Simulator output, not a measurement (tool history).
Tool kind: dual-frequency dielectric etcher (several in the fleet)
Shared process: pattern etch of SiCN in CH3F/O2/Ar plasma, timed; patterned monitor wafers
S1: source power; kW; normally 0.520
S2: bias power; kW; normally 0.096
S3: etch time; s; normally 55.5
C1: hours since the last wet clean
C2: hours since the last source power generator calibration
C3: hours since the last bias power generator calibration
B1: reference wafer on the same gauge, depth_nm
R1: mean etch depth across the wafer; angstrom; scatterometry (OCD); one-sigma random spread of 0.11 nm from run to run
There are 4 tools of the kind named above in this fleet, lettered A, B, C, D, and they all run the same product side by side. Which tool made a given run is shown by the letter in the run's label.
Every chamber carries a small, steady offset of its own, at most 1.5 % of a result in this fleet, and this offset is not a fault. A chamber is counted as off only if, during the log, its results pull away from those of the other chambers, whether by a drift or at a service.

{"run": "1D", "hour": 7.1, "S1": 0.52, "S2": 0.096, "S3": 55.5, "C1": 46.2, "C2": 904.0, "C3": 2061.1, "B1": 24.276, "R1": 253.91}
{"run": "2C", "hour": 13.1, "S1": 0.52, "S2": 0.096, "S3": 55.5, "C1": 42.9, "C2": 221.3, "C3": 1382.5, "B1": 24.292, "R1": 259.56}
{"run": "3B", "hour": 21.9, "S1": 0.52, "S2": 0.096, "S3": 55.5, "C1": 117.0, "C2": 2786.7, "C3": 3935.3, "B1": 24.312, "R1": 258.25}
{"run": "4A", "hour": 27.7, "S1": 0.52, "S2": 0.096, "S3": 55.5, "C1": 325.9, "C2": 737.4, "C3": 763.2, "B1": 24.311, "R1": 256.39}
{"run": "5C", "hour": 36.3, "S1": 0.52, "S2": 0.096, "S3": 55.5, "C1": 66.1, "C2": 244.5, "C3": 1405.7, "B1": 24.287, "R1": 258.15}
{"run": "6D", "hour": 44.2, "S1": 0.52, "S2": 0.096, "S3": 55.5, "C1": 83.3, "C2": 941.1, "C3": 2098.2, "B1": 24.299, "R1": 255.16}
{"run": "7B", "hour": 50.1, "S1": 0.62, "S2": 0.096, "S3": 55.5, "C1": 145.2, "C2": 2814.9, "C3": 3963.5, "B1": 24.299, "R1": 275.64}
{"run": "8A", "hour": 55.4, "S1": 0.62, "S2": 0.096, "S3": 55.5, "C1": 353.6, "C2": 765.1, "C3": 790.9, "B1": 24.275, "R1": 273.92}
{"run": "9A", "hour": 64.2, "S1": 0.62, "S2": 0.096, "S3": 55.5, "C1": 362.4, "C2": 773.9, "C3": 799.7, "B1": 24.307, "R1": 275.68}
{"run": "10C", "hour": 72.2, "S1": 0.62, "S2": 0.096, "S3": 55.5, "C1": 102.0, "C2": 280.4, "C3": 1441.6, "B1": 24.308, "R1": 274.54}
{"run": "11D", "hour": 79.6, "S1": 0.52, "S2": 0.096, "S3": 55.5, "C1": 118.7, "C2": 976.5, "C3": 2133.6, "B1": 24.313, "R1": 254.4}
{"run": "12B", "hour": 87.6, "S1": 0.52, "S2": 0.096, "S3": 67.0, "C1": 182.7, "C2": 2852.4, "C3": 4001.0, "B1": 24.303, "R1": 310.79}
{"run": "13A", "hour": 92.9, "S1": 0.52, "S2": 0.096, "S3": 67.0, "C1": 391.1, "C2": 802.6, "C3": 828.4, "B1": 24.302, "R1": 310.39}
{"run": "14B", "hour": 102.3, "S1": 0.52, "S2": 0.096, "S3": 67.0, "C1": 197.4, "C2": 2867.1, "C3": 4015.7, "B1": 24.292, "R1": 311.97}
{"run": "15D", "hour": 108.5, "S1": 0.52, "S2": 0.096, "S3": 67.0, "C1": 147.6, "C2": 1005.4, "C3": 2162.5, "B1": 24.31, "R1": 306.36}
{"run": "16C", "hour": 117.4, "S1": 0.52, "S2": 0.096, "S3": 55.5, "C1": 147.2, "C2": 325.6, "C3": 1486.8, "B1": 24.322, "R1": 257.26}
{"run": "17C", "hour": 122.2, "S1": 0.52, "S2": 0.096, "S3": 55.5, "C1": 152.0, "C2": 330.4, "C3": 1491.6, "B1": 24.302, "R1": 254.66}
{"run": "18B", "hour": 127.9, "S1": 0.52, "S2": 0.079, "S3": 55.5, "C1": 223.0, "C2": 2892.7, "C3": 4041.3, "B1": 24.267, "R1": 240.2}
{"run": "19D", "hour": 132.1, "S1": 0.52, "S2": 0.079, "S3": 55.5, "C1": 171.2, "C2": 1029.0, "C3": 2186.1, "B1": 24.268, "R1": 237.24}
{"run": "20A", "hour": 137.0, "S1": 0.52, "S2": 0.079, "S3": 55.5, "C1": 435.2, "C2": 846.7, "C3": 872.5, "B1": 24.306, "R1": 238.49}
{"run": "21B", "hour": 144.0, "S1": 0.52, "S2": 0.079, "S3": 55.5, "C1": 239.1, "C2": 2908.8, "C3": 4057.4, "B1": 24.316, "R1": 240.27}
{"run": "22D", "hour": 150.8, "S1": 0.52, "S2": 0.096, "S3": 55.5, "C1": 189.9, "C2": 1047.7, "C3": 2204.8, "B1": 24.312, "R1": 253.51}
{"run": "23C", "hour": 156.7, "S1": 0.52, "S2": 0.096, "S3": 55.5, "C1": 186.5, "C2": 364.9, "C3": 1526.1, "B1": 24.321, "R1": 255.49}
{"hour": 161.7, "done": "chamber A: wet clean of the chamber"}
{"run": "24A", "hour": 166.0, "S1": 0.52, "S2": 0.096, "S3": 55.5, "C1": 4.3, "C2": 875.7, "C3": 901.5, "B1": 24.291, "R1": 253.72}
{"run": "25A", "hour": 171.3, "S1": 0.52, "S2": 0.096, "S3": 55.5, "C1": 9.6, "C2": 881.0, "C3": 906.8, "B1": 24.293, "R1": 254.74}
{"run": "26C", "hour": 177.3, "S1": 0.52, "S2": 0.096, "S3": 55.5, "C1": 207.1, "C2": 385.5, "C3": 1546.7, "B1": 24.273, "R1": 255.24}
{"run": "27D", "hour": 182.6, "S1": 0.52, "S2": 0.096, "S3": 55.5, "C1": 221.7, "C2": 1079.5, "C3": 2236.6, "B1": 24.292, "R1": 256.37}
{"run": "28B", "hour": 189.1, "S1": 0.52, "S2": 0.096, "S3": 55.5, "C1": 284.2, "C2": 2953.9, "C3": 4102.5, "B1": 24.291, "R1": 259.44}
{"run": "29C", "hour": 198.5, "S1": 0.52, "S2": 0.096, "S3": 55.5, "C1": 228.3, "C2": 406.7, "C3": 1567.9, "B1": 24.305, "R1": 256.35}
{"run": "30D", "hour": 204.4, "S1": 0.52, "S2": 0.096, "S3": 55.5, "C1": 243.5, "C2": 1101.3, "C3": 2258.4, "B1": 24.306, "R1": 253.98}
{"run": "31A", "hour": 213.8, "S1": 0.52, "S2": 0.096, "S3": 55.5, "C1": 52.1, "C2": 923.5, "C3": 949.3, "B1": 24.291, "R1": 255.14}
{"run": "32B", "hour": 219.6, "S1": 0.52, "S2": 0.096, "S3": 55.5, "C1": 314.7, "C2": 2984.4, "C3": 4133.0, "B1": 24.288, "R1": 256.06}
{"run": "33B", "hour": 223.8, "S1": 0.52, "S2": 0.096, "S3": 55.5, "C1": 318.9, "C2": 2988.6, "C3": 4137.2, "B1": 24.305, "R1": 258.5}
{"run": "34C", "hour": 230.2, "S1": 0.52, "S2": 0.096, "S3": 55.5, "C1": 260.0, "C2": 438.4, "C3": 1599.6, "B1": 24.279, "R1": 258.23}
{"run": "35D", "hour": 234.9, "S1": 0.52, "S2": 0.096, "S3": 55.5, "C1": 274.0, "C2": 1131.8, "C3": 2288.9, "B1": 24.287, "R1": 255.2}

The same settings go to every chamber for the next run, one line per chamber below. Forecast the results for each:
{"run": "36A", "hour": 241.8, "S1": 0.52, "S2": 0.096, "S3": 55.5, "R1": "?"}
{"run": "36B", "hour": 241.8, "S1": 0.52, "S2": 0.096, "S3": 55.5, "R1": "?"}
{"run": "36C", "hour": 241.8, "S1": 0.52, "S2": 0.096, "S3": 55.5, "R1": "?"}
{"run": "36D", "hour": 241.8, "S1": 0.52, "S2": 0.096, "S3": 55.5, "R1": "?"}

run=36A R1=255.73
run=36B R1=258.26
run=36C R1=255.28
run=36D R1=252.26

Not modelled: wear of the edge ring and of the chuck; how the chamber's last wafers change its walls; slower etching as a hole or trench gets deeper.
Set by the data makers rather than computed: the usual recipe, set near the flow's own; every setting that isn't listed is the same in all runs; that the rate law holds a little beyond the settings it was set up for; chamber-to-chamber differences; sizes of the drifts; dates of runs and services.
